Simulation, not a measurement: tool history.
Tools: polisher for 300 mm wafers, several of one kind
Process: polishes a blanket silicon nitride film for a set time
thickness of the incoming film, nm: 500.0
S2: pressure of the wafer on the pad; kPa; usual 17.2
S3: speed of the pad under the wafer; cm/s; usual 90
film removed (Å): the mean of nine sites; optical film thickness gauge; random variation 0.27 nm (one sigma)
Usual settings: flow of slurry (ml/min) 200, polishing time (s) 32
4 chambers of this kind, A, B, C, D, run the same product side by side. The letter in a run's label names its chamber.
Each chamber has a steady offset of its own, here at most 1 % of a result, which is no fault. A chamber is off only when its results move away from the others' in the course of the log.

Run 1D, hour 9.1: usual settings. Result: film removed (Å) 325.57.
At hour 10.7: chamber B: worn pad replaced by a new one.
At hour 11.1: chamber C: worn pad replaced by a new one.
At hour 14.7: chamber A: slurry nozzle cleaned.
At hour 16.0: chamber D: worn pad replaced by a new one.
Run 2A, hour 18.0: usual settings. Result: film removed (Å) 326.67.
Run 3B, hour 26.3: usual settings. Result: film removed (Å) 332.76.
Run 4C, hour 35.1: usual settings. Result: film removed (Å) 330.73.
At hour 41.4: chamber A: worn pad replaced by a new one.
Run 5A, hour 48.7: usual settings. Result: film removed (Å) 324.90.
At hour 53.7: chamber C: slurry nozzle cleaned.
Run 6B, hour 56.7: usual settings but flow of slurry (ml/min) 135, polishing time (s) 23. Result: film removed (Å) 219.85.
At hour 57.7: chamber B: slurry nozzle cleaned.
Run 7C, hour 67.6: usual settings but flow of slurry (ml/min) 135, polishing time (s) 23. Result: film removed (Å) 221.96.
Run 8D, hour 79.0: usual settings but flow of slurry (ml/min) 135, polishing time (s) 23. Result: film removed (Å) 221.13.
At hour 83.3: chamber C: worn pad replaced by a new one.
Run 9B, hour 93.7: usual settings but flow of slurry (ml/min) 135, polishing time (s) 23. Result: film removed (Å) 220.35.
At hour 102.7: chamber D: worn pad replaced by a new one.
Run 10C, hour 108.0: usual settings. Result: film removed (Å) 330.30.
At hour 112.3: chamber B: worn pad replaced by a new one.
Run 11A, hour 116.3: usual settings. Result: film removed (Å) 329.51.
Run 12D, hour 125.6: usual settings but flow of slurry (ml/min) 240. Result: film removed (Å) 333.29.
At hour 135.7: chamber A: worn pad replaced by a new one.
Run 13B, hour 138.9: usual settings but flow of slurry (ml/min) 240. Result: film removed (Å) 336.02.
Run 14C, hour 150.6: usual settings but flow of slurry (ml/min) 240. Result: film removed (Å) 329.68.
At hour 157.6: chamber C: worn pad replaced by a new one.
Run 15A, hour 164.9: usual settings but flow of slurry (ml/min) 240. Result: film removed (Å) 331.65.
At hour 166.5: chamber D: slurry nozzle cleaned.
Run 16D, hour 178.9: usual settings. Result: film removed (Å) 331.09.
At hour 180.3: chamber D: worn pad replaced by a new one.
Run 17D, hour 190.8: usual settings. Result: film removed (Å) 332.71.
Run 18C, hour 197.5: usual settings. Result: film removed (Å) 327.39.
At hour 202.8: chamber B: worn pad replaced by a new one.
Run 19B, hour 208.3: usual settings but S3 120 cm/s, polishing time (s) 26. Result: film removed (Å) 336.18.
Run 20A, hour 217.7: usual settings but S3 120 cm/s, polishing time (s) 26. Result: film removed (Å) 330.08.
Run 21A, hour 224.3: usual settings but S3 120 cm/s, polishing time (s) 26. Result: film removed (Å) 324.61.
At hour 228.2: chamber A: worn pad replaced by a new one.
Run 22D, hour 236.4: usual settings but S3 120 cm/s, polishing time (s) 26. Result: film removed (Å) 341.86.
At hour 238.3: chamber C: worn pad replaced by a new one.
Run 23B, hour 248.1: usual settings. Result: film removed (Å) 319.42.
At hour 253.5: chamber D: worn pad replaced by a new one.
Run 24C, hour 258.7: usual settings. Result: film removed (Å) 331.25.
At hour 262.3: chamber C: head pressure recalibrated.
At hour 264.0: chamber B: head pressure recalibrated.
Run 25B, hour 270.5: usual settings. Result: film removed (Å) 328.33.
Run 26D, hour 281.0: usual settings. Result: film removed (Å) 330.37.
Run 27C, hour 289.6: usual settings. Result: film removed (Å) 324.82.
Run 28A, hour 299.5: usual settings. Result: film removed (Å) 310.27.
At hour 304.1: chamber B: worn pad replaced by a new one.
Run 29B, hour 313.5: usual settings. Result: film removed (Å) 327.44.
At hour 322.6: chamber A: worn pad replaced by a new one.
At hour 326.2: chamber D: worn pad replaced by a new one.
Run 30C, hour 326.8: usual settings. Result: film removed (Å) 325.57.
At hour 332.9: chamber C: worn pad replaced by a new one.
Run 31A, hour 333.8: usual settings. Result: film removed (Å) 309.90.
Run 32D, hour 345.5: usual settings. Result: film removed (Å) 328.22.
Run 33A, hour 359.2: usual settings. Result: film removed (Å) 303.50.
Run 34B, hour 366.1: usual settings. Result: film removed (Å) 321.93.
Run 35C, hour 375.2: usual settings. Result: film removed (Å) 330.36.
At hour 387.2: chamber B: worn pad replaced by a new one.
Run 36D, hour 387.5: usual settings. Result: film removed (Å) 321.84.
Run 37A, hour 396.5: usual settings. Result: film removed (Å) 297.33.
Run 38B, hour 404.6: usual settings. Result: film removed (Å) 328.28.
Run 39C, hour 414.6: usual settings. Result: film removed (Å) 326.78.
At hour 421.0: chamber D: worn pad replaced by a new one.
Run 40D, hour 422.0: usual settings. Result: film removed (Å) 331.30.

All 4 chambers run these settings next. Forecast each chamber's results:
Run 41A, hour 432.6: usual settings. Result: film removed (Å) ?.
Run 41B, hour 432.6: usual settings. Result: film removed (Å) ?.
Run 41C, hour 432.6: usual settings. Result: film removed (Å) ?.
Run 41D, hour 432.6: usual settings. Result: film removed (Å) ?.

run  film removed (Å)
41A            296.41
41B            332.69
41C            332.98
41D            330.32
